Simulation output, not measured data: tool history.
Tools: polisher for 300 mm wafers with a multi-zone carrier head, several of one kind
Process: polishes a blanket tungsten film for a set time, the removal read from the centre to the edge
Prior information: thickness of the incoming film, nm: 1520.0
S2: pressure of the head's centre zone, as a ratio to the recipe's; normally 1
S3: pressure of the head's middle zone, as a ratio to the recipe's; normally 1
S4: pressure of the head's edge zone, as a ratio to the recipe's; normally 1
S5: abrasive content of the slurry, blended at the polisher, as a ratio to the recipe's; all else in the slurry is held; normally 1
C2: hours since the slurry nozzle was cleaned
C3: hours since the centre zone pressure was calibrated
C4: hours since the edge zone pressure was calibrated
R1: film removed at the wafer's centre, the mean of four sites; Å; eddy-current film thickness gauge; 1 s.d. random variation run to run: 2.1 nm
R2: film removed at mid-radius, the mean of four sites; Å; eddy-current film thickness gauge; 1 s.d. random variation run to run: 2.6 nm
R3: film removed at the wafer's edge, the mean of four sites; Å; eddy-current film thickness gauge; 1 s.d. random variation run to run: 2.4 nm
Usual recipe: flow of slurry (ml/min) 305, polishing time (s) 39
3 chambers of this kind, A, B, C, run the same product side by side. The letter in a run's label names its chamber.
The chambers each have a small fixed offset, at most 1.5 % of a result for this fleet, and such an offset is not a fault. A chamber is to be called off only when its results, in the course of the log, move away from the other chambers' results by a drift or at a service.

run 1C hour=2.3 | flow_of_slurry_(ml/min)=305 S2=1 S3=1 S4=1 S5=1 polishing_time_(s)=39 | wafers_polished_on_this_pad=124 C2=302.9 C3=207.2 C4=75.3 | R1=1718.5 R2=1731 R3=1674.5
run 2B hour=4.2 | flow_of_slurry_(ml/min)=305 S2=1 S3=1 S4=1 S5=1 polishing_time_(s)=39 | wafers_polished_on_this_pad=839 C2=546.2 C3=840.8 C4=213.4 | R1=1712.6 R2=1656.6 R3=1699.3
run 3A hour=6.8 | flow_of_slurry_(ml/min)=305 S2=1 S3=1 S4=1 S5=1 polishing_time_(s)=39 | wafers_polished_on_this_pad=676 C2=40.8 C3=143.9 C4=754.5 | R1=1730.4 R2=1708.3 R3=1697.5
run 4C hour=10.6 | flow_of_slurry_(ml/min)=305 S2=1 S3=1 S4=1 S5=1 polishing_time_(s)=39 | wafers_polished_on_this_pad=193 C2=311.2 C3=215.5 C4=83.6 | R1=1726 R2=1699.2 R3=1722.2
run 5B hour=12.9 | flow_of_slurry_(ml/min)=305 S2=1 S3=1 S4=1 S5=1 polishing_time_(s)=39 | wafers_polished_on_this_pad=911 C2=554.9 C3=849.5 C4=222.1 | R1=1701.6 R2=1721.4 R3=1704.7
run 6A hour=14.8 | flow_of_slurry_(ml/min)=305 S2=1 S3=1 S4=1 S5=1 polishing_time_(s)=39 | wafers_polished_on_this_pad=743 C2=48.8 C3=151.9 C4=762.5 | R1=1749.6 R2=1722.4 R3=1723
run 7B hour=17.7 | flow_of_slurry_(ml/min)=305 S2=1 S3=1 S4=1 S5=1 polishing_time_(s)=39 | wafers_polished_on_this_pad=951 C2=559.7 C3=854.3 C4=226.9 | R1=1698.9 R2=1726.3 R3=1740.9
-- hour=19.7 chamber C: slurry nozzle cleaned
run 8C hour=21.9 | flow_of_slurry_(ml/min)=305 S2=1 S3=1 S4=1 S5=1 polishing_time_(s)=39 | wafers_polished_on_this_pad=286 C2=2.3 C3=226.8 C4=94.9 | R1=1692.3 R2=1664.7 R3=1702.4
run 9A hour=24.5 | flow_of_slurry_(ml/min)=305 S2=1.09 S3=1 S4=1 S5=1 polishing_time_(s)=39 | wafers_polished_on_this_pad=823 C2=58.5 C3=161.6 C4=772.2 | R1=1923.7 R2=1707.9 R3=1683.1
run 10A hour=27.4 | flow_of_slurry_(ml/min)=305 S2=1.09 S3=1 S4=1 S5=1 polishing_time_(s)=39 | wafers_polished_on_this_pad=847 C2=61.4 C3=164.5 C4=775.1 | R1=1879.3 R2=1695.3 R3=1681
run 11B hour=29.8 | flow_of_slurry_(ml/min)=305 S2=1.09 S3=1 S4=1 S5=1 polishing_time_(s)=39 | wafers_polished_on_this_pad=1052 C2=571.8 C3=866.4 C4=239 | R1=1876.4 R2=1665.6 R3=1727
run 12C hour=32.1 | flow_of_slurry_(ml/min)=305 S2=1 S3=1 S4=1 S5=1 polishing_time_(s)=39 | wafers_polished_on_this_pad=371 C2=12.5 C3=237 C4=105.1 | R1=1735 R2=1703.2 R3=1663.2
run 13B hour=35.6 | flow_of_slurry_(ml/min)=305 S2=1 S3=1 S4=1 S5=1 polishing_time_(s)=39 | wafers_polished_on_this_pad=1100 C2=577.6 C3=872.2 C4=244.8 | R1=1706.4 R2=1683 R3=1717.1
run 14C hour=39.1 | flow_of_slurry_(ml/min)=305 S2=1 S3=1 S4=1 S5=1 polishing_time_(s)=39 | wafers_polished_on_this_pad=429 C2=19.5 C3=244 C4=112.1 | R1=1719.2 R2=1678.3 R3=1748.1
run 15A hour=41.2 | flow_of_slurry_(ml/min)=305 S2=1 S3=1 S4=1 S5=1 polishing_time_(s)=39 | wafers_polished_on_this_pad=962 C2=75.2 C3=178.3 C4=788.9 | R1=1747.4 R2=1724.9 R3=1680.7
run 16B hour=43.7 | flow_of_slurry_(ml/min)=305 S2=1 S3=1 S4=1 S5=1 polishing_time_(s)=39 | wafers_polished_on_this_pad=1167 C2=585.7 C3=880.3 C4=252.9 | R1=1720.4 R2=1707.3 R3=1673.7
run 17A hour=45.8 | flow_of_slurry_(ml/min)=305 S2=1 S3=1 S4=1 S5=1 polishing_time_(s)=39 | wafers_polished_on_this_pad=1000 C2=79.8 C3=182.9 C4=793.5 | R1=1724.4 R2=1752.6 R3=1736
-- hour=46.2 chamber B: slurry nozzle cleaned
run 18C hour=49.4 | flow_of_slurry_(ml/min)=305 S2=1.05 S3=1.05 S4=1 S5=1 polishing_time_(s)=39 | wafers_polished_on_this_pad=515 C2=29.8 C3=254.3 C4=122.4 | R1=1804.3 R2=1750.8 R3=1701.9
-- hour=52.8 chamber B: worn pad replaced by a new one
run 19C hour=52.9 | flow_of_slurry_(ml/min)=305 S2=1.05 S3=1.05 S4=1 S5=1 polishing_time_(s)=39 | wafers_polished_on_this_pad=544 C2=33.3 C3=257.8 C4=125.9 | R1=1807.5 R2=1767.1 R3=1647.6
run 20A hour=56.1 | flow_of_slurry_(ml/min)=305 S2=1.05 S3=1.05 S4=1 S5=1 polishing_time_(s)=39 | wafers_polished_on_this_pad=1085 C2=90.1 C3=193.2 C4=803.8 | R1=1835.2 R2=1773.6 R3=1707.7
run 21B hour=58.5 | flow_of_slurry_(ml/min)=305 S2=1 S3=1 S4=1 S5=1 polishing_time_(s)=39 | wafers_polished_on_this_pad=47 C2=12.3 C3=895.1 C4=267.7 | R1=1685.7 R2=1727.8 R3=1673.8
run 22A hour=60.5 | flow_of_slurry_(ml/min)=305 S2=1 S3=1 S4=1 S5=1 polishing_time_(s)=39 | wafers_polished_on_this_pad=1122 C2=94.5 C3=197.6 C4=808.2 | R1=1755.3 R2=1699.2 R3=1664.2
run 23B hour=64.1 | flow_of_slurry_(ml/min)=305 S2=1 S3=1 S4=1 S5=1 polishing_time_(s)=39 | wafers_polished_on_this_pad=94 C2=17.9 C3=900.7 C4=273.3 | R1=1735.8 R2=1689.2 R3=1714.1
run 24C hour=66.9 | flow_of_slurry_(ml/min)=305 S2=1.05 S3=1 S4=0.96 S5=1 polishing_time_(s)=39 | wafers_polished_on_this_pad=660 C2=47.3 C3=271.8 C4=139.9 | R1=1821.3 R2=1681.5 R3=1683.4
run 25A hour=69.2 | flow_of_slurry_(ml/min)=305 S2=1.05 S3=1 S4=0.96 S5=1 polishing_time_(s)=39 | wafers_polished_on_this_pad=1194 C2=103.2 C3=206.3 C4=816.9 | R1=1866 R2=1742.7 R3=1631.6
run 26C hour=72.9 | flow_of_slurry_(ml/min)=305 S2=1.05 S3=1 S4=0.96 S5=1 polishing_time_(s)=39 | wafers_polished_on_this_pad=709 C2=53.3 C3=277.8 C4=145.9 | R1=1791.8 R2=1633.3 R3=1645
run 27B hour=75.2 | flow_of_slurry_(ml/min)=305 S2=1 S3=1 S4=1 S5=1 polishing_time_(s)=39 | wafers_polished_on_this_pad=186 C2=29 C3=911.8 C4=284.4 | R1=1708.5 R2=1696.5 R3=1705.2
run 28A hour=79.1 | flow_of_slurry_(ml/min)=305 S2=1 S3=1 S4=1 S5=1 polishing_time_(s)=39 | wafers_polished_on_this_pad=1276 C2=113.1 C3=216.2 C4=826.8 | R1=1755.3 R2=1668.7 R3=1684.7
run 29C hour=82.2 | flow_of_slurry_(ml/min)=365 S2=1 S3=1 S4=1 S5=1 polishing_time_(s)=39 | wafers_polished_on_this_pad=787 C2=62.6 C3=287.1 C4=155.2 | R1=1721.4 R2=1675.6 R3=1721.8
run 30B hour=84.4 | flow_of_slurry_(ml/min)=365 S2=1 S3=1 S4=1 S5=1 polishing_time_(s)=39 | wafers_polished_on_this_pad=262 C2=38.2 C3=921 C4=293.6 | R1=1756.3 R2=1734 R3=1723.7
run 31A hour=86.7 | flow_of_slurry_(ml/min)=365 S2=1 S3=1 S4=1 S5=1 polishing_time_(s)=39 | wafers_polished_on_this_pad=1339 C2=120.7 C3=223.8 C4=834.4 | R1=1774.8 R2=1714.3 R3=1697.6
run 32B hour=89.4 | flow_of_slurry_(ml/min)=305 S2=1 S3=1 S4=1 S5=1 polishing_time_(s)=39 | wafers_polished_on_this_pad=304 C2=43.2 C3=926 C4=298.6 | R1=1712.5 R2=1660.4 R3=1712.4
run 33C hour=93.2 | flow_of_slurry_(ml/min)=210 S2=1 S3=1 S4=1 S5=1 polishing_time_(s)=46 | wafers_polished_on_this_pad=878 C2=73.6 C3=298.1 C4=166.2 | R1=1870.3 R2=1874.4 R3=1882.9
-- hour=93.3 chamber A: worn pad replaced by a new one
run 34B hour=95.8 | flow_of_slurry_(ml/min)=210 S2=1 S3=1 S4=1 S5=1 polishing_time_(s)=46 | wafers_polished_on_this_pad=357 C2=49.6 C3=932.4 C4=305 | R1=1972.1 R2=1955.2 R3=1960.8
run 35A hour=99.6 | flow_of_slurry_(ml/min)=210 S2=1 S3=1 S4=1 S5=1 polishing_time_(s)=46 | wafers_polished_on_this_pad=52 C2=133.6 C3=236.7 C4=847.3 | R1=1956.2 R2=1901 R3=1906.2
run 36C hour=101.5 | flow_of_slurry_(ml/min)=305 S2=1 S3=1 S4=1 S5=1 polishing_time_(s)=39 | wafers_polished_on_this_pad=947 C2=81.9 C3=306.4 C4=174.5 | R1=1759.3 R2=1672.5 R3=1644.8

Each of the 3 chambers runs these same settings next. Fill in every chamber's results:
run 37A hour=104.6 | flow_of_slurry_(ml/min)=305 S2=1 S3=1 S4=1 S5=1 polishing_time_(s)=39 | R1=? R2=? R3=?
run 37B hour=104.6 | flow_of_slurry_(ml/min)=305 S2=1 S3=1 S4=1 S5=1 polishing_time_(s)=39 | R1=? R2=? R3=?
run 37C hour=104.6 | flow_of_slurry_(ml/min)=305 S2=1 S3=1 S4=1 S5=1 polishing_time_(s)=39 | R1=? R2=? R3=?

run=37A R1=1735 R2=1727.3 R3=1672.4
run=37B R1=1724.5 R2=1680.1 R3=1676.3
run=37C R1=1675.5 R2=1663.4 R3=1682.5

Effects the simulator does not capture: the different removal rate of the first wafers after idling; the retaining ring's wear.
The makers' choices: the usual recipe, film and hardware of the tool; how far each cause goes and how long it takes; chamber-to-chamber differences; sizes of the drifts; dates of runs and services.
